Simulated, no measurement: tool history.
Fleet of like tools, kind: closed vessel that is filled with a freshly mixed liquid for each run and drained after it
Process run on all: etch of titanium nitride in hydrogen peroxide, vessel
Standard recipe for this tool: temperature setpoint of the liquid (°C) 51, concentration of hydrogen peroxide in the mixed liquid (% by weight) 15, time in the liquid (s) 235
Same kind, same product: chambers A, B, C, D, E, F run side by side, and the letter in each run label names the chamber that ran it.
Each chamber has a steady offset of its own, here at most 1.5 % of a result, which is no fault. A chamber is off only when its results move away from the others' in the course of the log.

run,day,temperature setpoint of the liquid (°C),concentration of hydrogen peroxide in the mixed liquid (% by weight),time in the liquid (s),"read-back film thickness of the titanium nitride reference wafer, read on the same gauge (nm)",thickness taken off the titanium nitride on a monitor wafer (Å)
# day 0.342: chamber E: thermometer replaced
1D,0.496,51,15,235,60.018,123.15
2F,1.017,51,15,235,60,124.72
3C,1.458,51,15,235,59.996,125.39
# day 1.829: chamber A: thermometer replaced
4A,1.979,51,15,235,60,124.03
5B,2.4,51,15,235,59.978,124.7
6E,2.979,51,15,235,60.001,122.1
# day 3.175: chamber F: peroxide flow meter replaced
7B,3.288,51,15,235,59.992,123.72
8E,3.654,51,15,235,60.001,122.76
9A,4.096,51,15,235,59.992,125.51
10F,4.504,51,15,235,60.002,126.77
11D,4.929,51,15,235,59.977,122.53
12C,5.246,51,15,235,59.991,123.33
13B,5.817,51,15,235,60.003,123.96
14A,6.075,51,15,235,60.008,123.47
15F,6.408,51,15,235,59.993,126.79
16C,6.671,51,15,235,60.038,123.58
17E,6.938,51,15,235,60.001,122.12
18D,7.433,51,15,235,60.001,124.37
# day 7.575: chamber E: new drum of peroxide connected
19B,7.796,51,15,235,59.999,122.61
20F,8.079,51,15,235,59.983,127.83
21A,8.488,45.5,15,355,59.996,128.04
# day 8.612: chamber F: new drum of peroxide connected
22C,8.983,45.5,15,355,59.993,123.72
23D,9.496,45.5,15,355,60.024,125.47
24E,9.767,45.5,15,355,59.978,125.17
25D,10.112,45.5,15,355,60.032,127.01
# day 10.283: chamber C: new drum of peroxide connected
26C,10.667,45.5,15,355,60.031,123.74
27A,10.992,51,15,235,60.004,125.42
28B,11.504,51,18,120,59.988,65.221
29F,11.775,51,18,120,60.003,68.346
30E,12.217,51,18,120,59.993,65.913
31D,12.658,51,18,120,60.012,66.071
32B,12.971,51,18,120,59.989,66.695
33C,13.442,51,18,120,59.979,66.319
34A,13.971,51,15,235,60.016,125.72
35F,14.35,51,15,235,59.984,131.99
36E,14.621,51,15,235,59.998,123.43
37C,14.879,51,15,235,59.996,124.17
38D,15.196,51,15,235,59.994,123.63

The same settings go to every chamber for the next run, one line per chamber below. Forecast the results for each:
39A,15.625,51,15,160,,?
39B,15.625,51,15,160,,?
39C,15.625,51,15,160,,?
39D,15.625,51,15,160,,?
39E,15.625,51,15,160,,?
39F,15.625,51,15,160,,?

run,thickness taken off the titanium nitride on a monitor wafer (Å)
39A,85.035
39B,84
39C,84.112
39D,83.745
39E,83.929
39F,88.627

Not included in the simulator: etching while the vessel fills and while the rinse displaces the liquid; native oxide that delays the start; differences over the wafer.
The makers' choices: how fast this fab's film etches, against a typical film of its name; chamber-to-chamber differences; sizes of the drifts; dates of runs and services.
